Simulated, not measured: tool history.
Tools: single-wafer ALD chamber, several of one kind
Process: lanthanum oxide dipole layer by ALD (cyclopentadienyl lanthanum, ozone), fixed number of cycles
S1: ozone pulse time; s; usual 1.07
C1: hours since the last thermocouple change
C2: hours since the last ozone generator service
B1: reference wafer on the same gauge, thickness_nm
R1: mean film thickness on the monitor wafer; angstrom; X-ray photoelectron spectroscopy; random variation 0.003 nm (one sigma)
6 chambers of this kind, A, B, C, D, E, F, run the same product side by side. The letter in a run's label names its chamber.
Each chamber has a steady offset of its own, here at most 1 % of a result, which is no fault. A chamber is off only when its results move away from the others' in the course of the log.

| run | day | S1 | C1 | C2 | B1 | R1 |
|---|---|---|---|---|---|---|
| 1F | 0.321 | 1.07 | 118.5 | 716.2 | 0.53345 | 5.1445 |
| 2A | 0.633 | 1.07 | 260.5 | 103.5 | 0.53251 | 5.1035 |
| 3C | 1.017 | 1.07 | 2282.2 | 478.3 | 0.53321 | 5.0500 |
| 4D | 1.308 | 1.07 | 232.5 | 845.8 | 0.53322 | 5.0290 |
| 5B | 1.608 | 1.38 | 1595.3 | 842.3 | 0.53347 | 5.4934 |
| 6E | 1.825 | 1.38 | 1995.0 | 1091.4 | 0.53364 | 5.4071 |
| 7F | 2.038 | 1.38 | 159.7 | 757.4 | 0.53284 | 5.4145 |
| 8D | 2.400 | 1.38 | 258.7 | 872.0 | 0.53260 | 5.3517 |
| 9B | 2.679 | 1.38 | 1621.0 | 868.0 | 0.53304 | 5.4309 |
| 10A | 2.900 | 1.38 | 314.9 | 157.9 | 0.53286 | 5.3917 |
| 11C | 3.212 | 1.07 | 2334.9 | 531.0 | 0.53292 | 5.1001 |
| 12E | 3.675 | 1.07 | 2039.4 | 1135.8 | 0.53253 | 5.0653 |
| 13F | 3.979 | 1.07 | 206.3 | 804.0 | 0.53390 | 5.1641 |
| 14E | 4.254 | 1.07 | 2053.3 | 1149.7 | 0.53327 | 5.0559 |
| 15C | 4.533 | 1.07 | 2366.6 | 562.7 | 0.53242 | 5.1014 |
| 16A | 5.008 | 1.07 | 365.5 | 208.5 | 0.53313 | 5.0916 |
|  | 5.179 | chamber C: ozone generator serviced |
| 17B | 5.400 | 1.07 | 1686.3 | 933.3 | 0.53363 | 5.1014 |
| 18D | 5.612 | 1.07 | 335.8 | 949.1 | 0.53253 | 5.1271 |
| 19A | 6.025 | 1.07 | 389.9 | 232.9 | 0.53274 | 5.0327 |
| 20E | 6.383 | 1.07 | 2104.4 | 1200.8 | 0.53296 | 5.1376 |
| 21C | 6.746 | 1.07 | 2419.7 | 37.7 | 0.53294 | 5.0742 |
| 22F | 7.196 | 1.07 | 283.5 | 881.2 | 0.53280 | 5.1843 |
| 23D | 7.558 | 1.07 | 382.5 | 995.8 | 0.53302 | 5.0678 |
| 24B | 8.046 | 1.07 | 1749.8 | 996.8 | 0.53293 | 5.1459 |
| 25F | 8.400 | 1.07 | 312.4 | 910.1 | 0.53301 | 5.1427 |
| 26A | 8.667 | 1.07 | 453.3 | 296.3 | 0.53381 | 5.0331 |
| 27B | 9.150 | 0.71 | 1776.3 | 1023.3 | 0.53339 | 4.4586 |
| 28E | 9.396 | 0.71 | 2176.7 | 1273.1 | 0.53275 | 4.3920 |
|  | 9.617 | chamber E: thermocouple changed; heater temperature recalibrated |
| 29D | 9.625 | 0.71 | 432.1 | 1045.4 | 0.53319 | 4.3091 |
| 30C | 10.025 | 0.71 | 2498.4 | 116.4 | 0.53333 | 4.3701 |
|  | 10.229 | chamber B: ozone generator serviced |
| 31D | 10.508 | 0.71 | 453.3 | 1066.6 | 0.53280 | 4.3012 |
| 32E | 10.858 | 0.71 | 29.9 | 1308.2 | 0.53321 | 4.3788 |
| 33F | 11.225 | 1.07 | 380.2 | 977.9 | 0.53350 | 5.0875 |
| 34A | 11.496 | 1.07 | 521.2 | 364.2 | 0.53296 | 5.0624 |
| 35B | 11.804 | 1.07 | 1840.0 | 37.8 | 0.53343 | 5.2014 |
| 36C | 12.033 | 1.07 | 2546.6 | 164.6 | 0.53301 | 5.0820 |
| 37F | 12.438 | 1.07 | 409.3 | 1007.0 | 0.53356 | 5.1513 |

Is one chamber off against the others, does the gauge drift, or is nothing wrong? If a chamber is off, say which, and what the likeliest cause is.

No chamber stands off beyond its own small offset, and the gauge holds steady.
